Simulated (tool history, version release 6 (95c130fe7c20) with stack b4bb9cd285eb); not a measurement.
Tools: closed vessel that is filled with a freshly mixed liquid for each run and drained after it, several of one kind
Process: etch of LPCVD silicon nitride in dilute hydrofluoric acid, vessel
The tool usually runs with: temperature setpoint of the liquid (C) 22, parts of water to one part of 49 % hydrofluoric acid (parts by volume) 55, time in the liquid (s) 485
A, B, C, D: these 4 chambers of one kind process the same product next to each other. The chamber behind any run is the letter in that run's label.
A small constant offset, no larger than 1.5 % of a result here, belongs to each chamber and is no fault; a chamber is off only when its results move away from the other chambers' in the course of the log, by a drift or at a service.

run,hour,temperature setpoint of the liquid (C),parts of water to one part of 49 % hydrofluoric acid (parts by volume),time in the liquid (s),"read-back film thickness of the LPCVD silicon nitride reference wafer, read on the same gauge (nm)",thickness taken off the LPCVD silicon nitride on a monitor wafer (nm)
1D,10.3,22,55,485,59.983,3.9912
2C,20.7,22,55,485,60.007,4.0176
3B,28.5,22,55,485,59.999,4.0596
4A,36.2,22,55,485,59.989,3.9947
5A,42.1,22,55,485,59.995,4.0074
6B,47.3,22,55,320,60.008,2.6428
7C,53.3,22,55,320,60.006,2.6927
8D,59,22,55,320,59.999,2.6814
9D,64.3,22,55,320,60.011,2.6168
10C,71.6,18.5,55,295,59.975,1.9404
11A,80.9,18.5,55,295,59.992,1.8971
12B,90.3,18.5,55,295,59.997,1.9178
13C,97.2,18.5,55,295,59.995,1.9193
14A,108,22,55,485,59.999,4.0277
# hour 110.8: chamber C: hydrofluoric acid flow meter replaced
15D,116.6,22,55,485,59.991,4.0248
16B,123.1,22,55,485,59.991,4.1363
17A,134.2,22,55,485,60.018,4.0169
18C,143.3,22,55,485,59.984,4.1634
19B,154,22,55,485,60.02,4.1458
20D,159.2,22,55,485,59.988,4.0502
21A,164.6,22,55,485,60.013,3.9745
22B,173.9,22,35,485,59.979,6.6423
23C,184,22,35,485,60.011,6.3361
24D,191.6,22,35,485,60.002,6.1581
25B,197,22,35,485,60.013,6.6137
26A,202.2,22,55,485,59.98,3.9827
27D,211,22,55,485,60.018,3.9891
28C,220.8,22,55,485,60.002,4.0658
29D,227.4,22,55,485,60.001,4.0493
30B,236.1,22,55,485,59.966,4.3217
# hour 237.2: chamber A: hydrofluoric acid flow meter replaced
31A,244.9,22,55,485,59.988,3.9381
32C,250.3,22,55,485,59.988,4.0685

For the next run the whole fleet of 4 chambers uses the same settings. Give each chamber's results:
33A,258.4,22,55,485,,?
33B,258.4,22,55,485,,?
33C,258.4,22,55,485,,?
33D,258.4,22,55,485,,?

run,thickness taken off the LPCVD silicon nitride on a monitor wafer (nm)
33A,4.0453
33B,4.2937
33C,4.0365
33D,4.021

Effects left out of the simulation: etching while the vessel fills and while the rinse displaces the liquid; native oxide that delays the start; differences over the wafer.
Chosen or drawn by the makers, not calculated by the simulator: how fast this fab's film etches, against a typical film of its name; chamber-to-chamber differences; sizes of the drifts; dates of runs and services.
